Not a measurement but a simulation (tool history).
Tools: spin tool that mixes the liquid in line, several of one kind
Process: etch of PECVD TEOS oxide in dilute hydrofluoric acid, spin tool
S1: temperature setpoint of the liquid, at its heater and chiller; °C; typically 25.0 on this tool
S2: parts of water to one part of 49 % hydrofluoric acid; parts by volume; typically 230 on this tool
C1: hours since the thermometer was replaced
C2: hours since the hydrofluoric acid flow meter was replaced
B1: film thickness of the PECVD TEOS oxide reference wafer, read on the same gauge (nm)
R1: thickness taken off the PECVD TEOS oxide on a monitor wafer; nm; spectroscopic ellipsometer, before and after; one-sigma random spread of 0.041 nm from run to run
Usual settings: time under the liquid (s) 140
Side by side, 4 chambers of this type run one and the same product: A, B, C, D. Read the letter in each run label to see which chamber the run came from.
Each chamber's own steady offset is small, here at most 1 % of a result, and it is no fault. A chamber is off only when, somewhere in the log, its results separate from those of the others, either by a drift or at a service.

{"run": "1D", "hour": 3.7, "S1": 25.0, "S2": 230, "time under the liquid (s)": 140, "C1": 377.9, "C2": 2138.9, "B1": 70.026, "R1": 10.99}
{"run": "2A", "hour": 10.5, "S1": 25.0, "S2": 230, "time under the liquid (s)": 140, "C1": 1060.5, "C2": 245.8, "B1": 70.029, "R1": 10.862}
{"run": "3B", "hour": 15.9, "S1": 25.0, "S2": 230, "time under the liquid (s)": 140, "C1": 1245.4, "C2": 950.3, "B1": 70.038, "R1": 10.914}
{"run": "4C", "hour": 18.8, "S1": 25.0, "S2": 230, "time under the liquid (s)": 140, "C1": 1923.8, "C2": 353.8, "B1": 70.048, "R1": 10.972}
{"hour": 21.6, "done": "chamber A: thermometer replaced"}
{"run": "5C", "hour": 25.2, "S1": 25.0, "S2": 230, "time under the liquid (s)": 140, "C1": 1930.2, "C2": 360.2, "B1": 69.995, "R1": 11.001}
{"run": "6A", "hour": 29.7, "S1": 27.5, "S2": 230, "time under the liquid (s)": 140, "C1": 8.2, "C2": 265.0, "B1": 69.998, "R1": 11.849}
{"run": "7B", "hour": 35.9, "S1": 27.5, "S2": 230, "time under the liquid (s)": 140, "C1": 1265.4, "C2": 970.3, "B1": 69.981, "R1": 11.888}
{"run": "8D", "hour": 39.3, "S1": 27.5, "S2": 230, "time under the liquid (s)": 140, "C1": 413.5, "C2": 2174.5, "B1": 69.979, "R1": 11.947}
{"run": "9B", "hour": 45.8, "S1": 27.5, "S2": 230, "time under the liquid (s)": 140, "C1": 1275.3, "C2": 980.2, "B1": 69.983, "R1": 11.926}
{"run": "10A", "hour": 50.7, "S1": 25.0, "S2": 230, "time under the liquid (s)": 140, "C1": 29.2, "C2": 286.0, "B1": 69.984, "R1": 10.868}
{"run": "11C", "hour": 56.0, "S1": 25.0, "S2": 230, "time under the liquid (s)": 140, "C1": 1961.0, "C2": 391.0, "B1": 69.95, "R1": 10.918}
{"run": "12D", "hour": 60.0, "S1": 25.0, "S2": 230, "time under the liquid (s)": 140, "C1": 434.2, "C2": 2195.2, "B1": 69.997, "R1": 10.988}
{"run": "13C", "hour": 66.8, "S1": 25.0, "S2": 230, "time under the liquid (s)": 140, "C1": 1971.8, "C2": 401.8, "B1": 70.02, "R1": 10.986}
{"run": "14A", "hour": 72.4, "S1": 25.0, "S2": 230, "time under the liquid (s)": 140, "C1": 50.9, "C2": 307.7, "B1": 69.992, "R1": 10.86}
{"run": "15D", "hour": 75.8, "S1": 25.0, "S2": 230, "time under the liquid (s)": 140, "C1": 450.0, "C2": 2211.0, "B1": 69.963, "R1": 10.996}
{"run": "16B", "hour": 79.8, "S1": 25.0, "S2": 230, "time under the liquid (s)": 140, "C1": 1309.3, "C2": 1014.2, "B1": 70.064, "R1": 11.026}
{"run": "17C", "hour": 83.0, "S1": 25.0, "S2": 230, "time under the liquid (s)": 140, "C1": 1988.0, "C2": 418.0, "B1": 69.964, "R1": 10.971}
{"run": "18A", "hour": 88.1, "S1": 25.0, "S2": 230, "time under the liquid (s)": 140, "C1": 66.6, "C2": 323.4, "B1": 70.007, "R1": 10.875}
{"run": "19B", "hour": 94.5, "S1": 25.0, "S2": 230, "time under the liquid (s)": 140, "C1": 1324.0, "C2": 1028.9, "B1": 70.039, "R1": 10.994}
{"run": "20D", "hour": 99.4, "S1": 25.0, "S2": 230, "time under the liquid (s)": 140, "C1": 473.6, "C2": 2234.6, "B1": 69.985, "R1": 10.963}
{"run": "21A", "hour": 104.8, "S1": 25.0, "S2": 230, "time under the liquid (s)": 140, "C1": 83.3, "C2": 340.1, "B1": 70.04, "R1": 10.83}
{"run": "22D", "hour": 111.2, "S1": 25.0, "S2": 230, "time under the liquid (s)": 140, "C1": 485.4, "C2": 2246.4, "B1": 69.988, "R1": 10.992}
{"hour": 114.0, "done": "chamber B: thermometer replaced"}
{"run": "23C", "hour": 117.5, "S1": 25.0, "S2": 230, "time under the liquid (s)": 140, "C1": 2022.5, "C2": 452.5, "B1": 70.019, "R1": 10.969}
{"run": "24B", "hour": 122.2, "S1": 23.5, "S2": 135, "time under the liquid (s)": 140, "C1": 8.2, "C2": 1056.6, "B1": 70.022, "R1": 19.681}
{"run": "25C", "hour": 128.7, "S1": 23.5, "S2": 135, "time under the liquid (s)": 140, "C1": 2033.7, "C2": 463.7, "B1": 70.012, "R1": 19.448}
{"run": "26A", "hour": 133.5, "S1": 23.5, "S2": 135, "time under the liquid (s)": 140, "C1": 112.0, "C2": 368.8, "B1": 69.971, "R1": 19.503}
{"run": "27B", "hour": 137.8, "S1": 23.5, "S2": 135, "time under the liquid (s)": 140, "C1": 23.8, "C2": 1072.2, "B1": 69.99, "R1": 19.701}
{"run": "28D", "hour": 144.6, "S1": 25.0, "S2": 230, "time under the liquid (s)": 140, "C1": 518.8, "C2": 2279.8, "B1": 70.012, "R1": 10.917}
{"run": "29A", "hour": 149.3, "S1": 29.5, "S2": 230, "time under the liquid (s)": 140, "C1": 127.8, "C2": 384.6, "B1": 69.965, "R1": 12.672}
{"run": "30C", "hour": 152.8, "S1": 29.5, "S2": 230, "time under the liquid (s)": 140, "C1": 2057.8, "C2": 487.8, "B1": 69.988, "R1": 12.839}
{"run": "31B", "hour": 158.1, "S1": 29.5, "S2": 230, "time under the liquid (s)": 140, "C1": 44.1, "C2": 1092.5, "B1": 70.012, "R1": 13.009}
{"run": "32D", "hour": 163.9, "S1": 29.5, "S2": 230, "time under the liquid (s)": 140, "C1": 538.1, "C2": 2299.1, "B1": 69.953, "R1": 12.747}
{"run": "33C", "hour": 170.2, "S1": 25.0, "S2": 230, "time under the liquid (s)": 140, "C1": 2075.2, "C2": 505.2, "B1": 69.988, "R1": 10.951}
{"run": "34A", "hour": 176.2, "S1": 25.0, "S2": 230, "time under the liquid (s)": 140, "C1": 154.7, "C2": 411.5, "B1": 69.998, "R1": 10.785}
{"run": "35D", "hour": 181.7, "S1": 25.0, "S2": 230, "time under the liquid (s)": 140, "C1": 555.9, "C2": 2316.9, "B1": 70.03, "R1": 10.998}
{"run": "36B", "hour": 186.0, "S1": 25.0, "S2": 230, "time under the liquid (s)": 140, "C1": 72.0, "C2": 1120.4, "B1": 70.06, "R1": 11.134}
{"run": "37B", "hour": 190.5, "S1": 25.0, "S2": 185, "time under the liquid (s)": 65, "C1": 76.5, "C2": 1124.9, "B1": 69.944, "R1": 6.78}
{"hour": 194.1, "done": "chamber D: hydrofluoric acid flow meter replaced"}
{"run": "38A", "hour": 195.6, "S1": 25.0, "S2": 185, "time under the liquid (s)": 65, "C1": 174.1, "C2": 430.9, "B1": 70.032, "R1": 6.587}
{"run": "39C", "hour": 200.9, "S1": 25.0, "S2": 185, "time under the liquid (s)": 65, "C1": 2105.9, "C2": 535.9, "B1": 69.983, "R1": 6.6716}
{"run": "40D", "hour": 207.0, "S1": 25.0, "S2": 185, "time under the liquid (s)": 65, "C1": 581.2, "C2": 12.9, "B1": 70.048, "R1": 6.641}
{"run": "41D", "hour": 211.4, "S1": 25.0, "S2": 230, "time under the liquid (s)": 140, "C1": 585.6, "C2": 17.3, "B1": 70.013, "R1": 10.903}
{"run": "42B", "hour": 215.1, "S1": 25.0, "S2": 230, "time under the liquid (s)": 140, "C1": 101.1, "C2": 1149.5, "B1": 69.95, "R1": 11.181}
{"run": "43C", "hour": 221.8, "S1": 25.0, "S2": 145, "time under the liquid (s)": 140, "C1": 2126.8, "C2": 556.8, "B1": 70.009, "R1": 19.255}
{"run": "44A", "hour": 225.7, "S1": 25.0, "S2": 145, "time under the liquid (s)": 140, "C1": 204.2, "C2": 461.0, "B1": 69.996, "R1": 18.944}

One chamber off, gauge drift, or nothing amiss beyond the chambers' own small offsets? If it is a chamber, which one, and what is the likeliest cause?

Chamber B drifts away from the others.
Most likely cause: hydrofluoric acid flow above the setpoint (%) = 2.5.

Below are 4 candidate recipes for chamber B's next run, each the usual settings with a change, their results shown as question marks. Which of them brings B's results back in line with what the other chambers give on the usual settings?
In line means no further than this from the other chambers' mean on the usual settings: R1 0.1400 nm
{"run": "45B-1", "hour": 230.7, "S1": 25.0, "S2": 235, "time under the liquid (s)": 140, "R1": "?"}
{"run": "45B-2", "hour": 230.7, "S1": 25.0, "S2": 225, "time under the liquid (s)": 140, "R1": "?"}
{"run": "45B-3", "hour": 230.7, "S1": 26.5, "S2": 230, "time under the liquid (s)": 140, "R1": "?"}
{"run": "45B-4", "hour": 230.7, "S1": 25.0, "S2": 240, "time under the liquid (s)": 140, "R1": "?"}

What the other chambers average on the usual settings: R1 10.9170 nm
run=45B-1 R1=10.9020
run=45B-2 R1=11.5060
run=45B-3 R1=11.8200
run=45B-4 R1=10.6200
45B-1 puts the chamber back in line with the other chambers.
